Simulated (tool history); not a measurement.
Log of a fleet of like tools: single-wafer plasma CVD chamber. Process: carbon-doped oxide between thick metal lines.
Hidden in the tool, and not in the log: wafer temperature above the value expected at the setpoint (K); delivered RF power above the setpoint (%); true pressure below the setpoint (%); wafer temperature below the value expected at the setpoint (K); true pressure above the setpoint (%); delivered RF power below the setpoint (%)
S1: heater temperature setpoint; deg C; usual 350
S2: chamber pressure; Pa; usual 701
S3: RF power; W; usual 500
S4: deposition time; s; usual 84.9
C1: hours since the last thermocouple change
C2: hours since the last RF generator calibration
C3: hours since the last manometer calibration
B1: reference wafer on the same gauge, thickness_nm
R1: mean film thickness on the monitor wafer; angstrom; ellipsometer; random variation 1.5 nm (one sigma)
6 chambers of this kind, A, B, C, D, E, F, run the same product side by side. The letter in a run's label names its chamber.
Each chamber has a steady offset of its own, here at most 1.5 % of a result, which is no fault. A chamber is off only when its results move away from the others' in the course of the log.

-- hour=6.8 chamber D: RF generator calibrated
run 1D hour=7.1 | S1=350 S2=701 S3=500 S4=84.9 | C1=1134.1 C2=0.4 C3=539.1 | B1=440.71 | R1=4335.9
-- hour=7.4 chamber E: thermocouple changed; heater temperature recalibrated
run 2C hour=14.9 | S1=350 S2=701 S3=500 S4=84.9 | C1=1789.9 C2=1706.2 C3=275.2 | B1=441.08 | R1=4322.2
run 3E hour=22.9 | S1=350 S2=701 S3=500 S4=84.9 | C1=15.5 C2=2263.5 C3=959.8 | B1=440.67 | R1=4349.0
run 4F hour=29.9 | S1=350 S2=701 S3=500 S4=84.9 | C1=691.3 C2=1438.1 C3=1161.2 | B1=440.74 | R1=4336.2
run 5A hour=34.7 | S1=350 S2=701 S3=500 S4=84.9 | C1=70.7 C2=598.8 C3=1127.4 | B1=441.04 | R1=4258.3
run 6B hour=45.2 | S1=350 S2=701 S3=500 S4=84.9 | C1=2067.5 C2=1920.6 C3=980.4 | B1=441.00 | R1=4350.2
run 7F hour=52.0 | S1=350 S2=701 S3=500 S4=84.9 | C1=713.4 C2=1460.2 C3=1183.3 | B1=441.02 | R1=4309.1
run 8B hour=56.9 | S1=350 S2=701 S3=500 S4=84.9 | C1=2079.2 C2=1932.3 C3=992.1 | B1=441.04 | R1=4357.2
run 9D hour=62.1 | S1=350 S2=701 S3=500 S4=84.9 | C1=1189.1 C2=55.4 C3=594.1 | B1=441.10 | R1=4306.9
run 10E hour=69.6 | S1=350 S2=701 S3=500 S4=84.9 | C1=62.2 C2=2310.2 C3=1006.5 | B1=440.78 | R1=4336.5
run 11A hour=80.2 | S1=350 S2=701 S3=500 S4=84.9 | C1=116.2 C2=644.3 C3=1172.9 | B1=440.86 | R1=4259.8
run 12C hour=86.8 | S1=350 S2=701 S3=500 S4=84.9 | C1=1861.8 C2=1778.1 C3=347.1 | B1=440.68 | R1=4302.4
-- hour=89.3 chamber E: RF generator calibrated
run 13B hour=91.9 | S1=350 S2=701 S3=500 S4=84.9 | C1=2114.2 C2=1967.3 C3=1027.1 | B1=440.95 | R1=4350.6
run 14C hour=97.0 | S1=350 S2=701 S3=500 S4=84.9 | C1=1872.0 C2=1788.3 C3=357.3 | B1=440.94 | R1=4317.9
run 15E hour=102.3 | S1=350 S2=567 S3=500 S4=84.9 | C1=94.9 C2=13.1 C3=1039.2 | B1=440.96 | R1=4192.2
run 16A hour=108.2 | S1=350 S2=567 S3=500 S4=84.9 | C1=144.2 C2=672.3 C3=1200.9 | B1=441.12 | R1=4125.0
run 17D hour=115.8 | S1=350 S2=567 S3=500 S4=84.9 | C1=1242.8 C2=109.1 C3=647.8 | B1=440.99 | R1=4187.7
run 18F hour=122.4 | S1=350 S2=567 S3=500 S4=84.9 | C1=783.8 C2=1530.6 C3=1253.7 | B1=440.61 | R1=4180.3
run 19D hour=133.0 | S1=350 S2=567 S3=500 S4=84.9 | C1=1260.0 C2=126.3 C3=665.0 | B1=440.70 | R1=4224.3
run 20F hour=141.6 | S1=350 S2=567 S3=500 S4=84.9 | C1=803.0 C2=1549.8 C3=1272.9 | B1=440.92 | R1=4186.9
run 21C hour=147.6 | S1=350 S2=701 S3=500 S4=84.9 | C1=1922.6 C2=1838.9 C3=407.9 | B1=441.10 | R1=4294.7
-- hour=149.2 chamber F: RF generator calibrated
run 22A hour=157.1 | S1=350 S2=701 S3=500 S4=84.9 | C1=193.1 C2=721.2 C3=1249.8 | B1=440.91 | R1=4261.0
run 23E hour=165.7 | S1=350 S2=701 S3=500 S4=84.9 | C1=158.3 C2=76.5 C3=1102.6 | B1=441.39 | R1=4324.8
run 24B hour=170.6 | S1=350 S2=701 S3=500 S4=84.9 | C1=2192.9 C2=2046.0 C3=1105.8 | B1=441.31 | R1=4363.1
run 25F hour=177.4 | S1=350 S2=701 S3=500 S4=84.9 | C1=838.8 C2=28.3 C3=1308.7 | B1=440.80 | R1=4328.8
run 26D hour=185.3 | S1=350 S2=701 S3=500 S4=84.9 | C1=1312.3 C2=178.6 C3=717.3 | B1=440.67 | R1=4366.1
run 27A hour=191.9 | S1=350 S2=701 S3=500 S4=91.4 | C1=227.9 C2=756.0 C3=1284.6 | B1=440.65 | R1=4604.1
run 28B hour=197.9 | S1=350 S2=701 S3=500 S4=91.4 | C1=2220.2 C2=2073.3 C3=1133.1 | B1=441.16 | R1=4692.8
run 29E hour=207.8 | S1=350 S2=701 S3=500 S4=91.4 | C1=200.4 C2=118.6 C3=1144.7 | B1=441.22 | R1=4684.3
-- hour=209.1 chamber B: RF generator calibrated
run 30C hour=215.6 | S1=350 S2=701 S3=500 S4=91.4 | C1=1990.6 C2=1906.9 C3=475.9 | B1=440.97 | R1=4599.4
run 31B hour=224.6 | S1=350 S2=701 S3=500 S4=91.4 | C1=2246.9 C2=15.5 C3=1159.8 | B1=441.16 | R1=4689.6
-- hour=232.6 chamber C: RF generator calibrated
run 32A hour=232.9 | S1=350 S2=701 S3=500 S4=91.4 | C1=268.9 C2=797.0 C3=1325.6 | B1=440.51 | R1=4576.9
run 33F hour=240.8 | S1=350 S2=701 S3=500 S4=84.9 | C1=902.2 C2=91.7 C3=1372.1 | B1=441.06 | R1=4294.3
run 34C hour=248.3 | S1=350 S2=701 S3=500 S4=84.9 | C1=2023.3 C2=15.8 C3=508.6 | B1=440.87 | R1=4313.0
run 35E hour=259.2 | S1=350 S2=701 S3=500 S4=84.9 | C1=251.8 C2=170.0 C3=1196.1 | B1=440.94 | R1=4343.4
run 36D hour=268.1 | S1=350 S2=701 S3=500 S4=84.9 | C1=1395.1 C2=261.4 C3=800.1 | B1=440.93 | R1=4306.3
-- hour=274.5 chamber F: thermocouple changed; heater temperature recalibrated
-- hour=276.1 chamber A: RF generator calibrated
run 37A hour=276.1 | S1=350 S2=701 S3=500 S4=84.9 | C1=312.1 C2=0.0 C3=1368.8 | B1=440.55 | R1=4283.0
run 38F hour=283.4 | S1=350 S2=701 S3=500 S4=84.9 | C1=8.9 C2=134.3 C3=1414.7 | B1=441.11 | R1=4350.4
run 39C hour=288.8 | S1=350 S2=701 S3=500 S4=84.9 | C1=2063.8 C2=56.3 C3=549.1 | B1=440.86 | R1=4300.0
run 40B hour=298.3 | S1=350 S2=701 S3=500 S4=84.9 | C1=2320.6 C2=89.2 C3=1233.5 | B1=440.74 | R1=4336.0
run 41D hour=304.6 | S1=350 S2=701 S3=500 S4=84.9 | C1=1431.6 C2=297.9 C3=836.6 | B1=441.02 | R1=4319.4
run 42E hour=310.6 | S1=337 S2=701 S3=500 S4=92.0 | C1=303.2 C2=221.4 C3=1247.5 | B1=440.87 | R1=4870.9
run 43A hour=316.8 | S1=337 S2=701 S3=500 S4=92.0 | C1=352.8 C2=40.7 C3=1409.5 | B1=441.22 | R1=4824.5

What goes on in this fleet: one chamber off, a drifting gauge, or nothing beyond the chambers' own small offsets? Name the chamber and the cause, if any.

No chamber stands off beyond its own small offset, and the gauge holds steady.
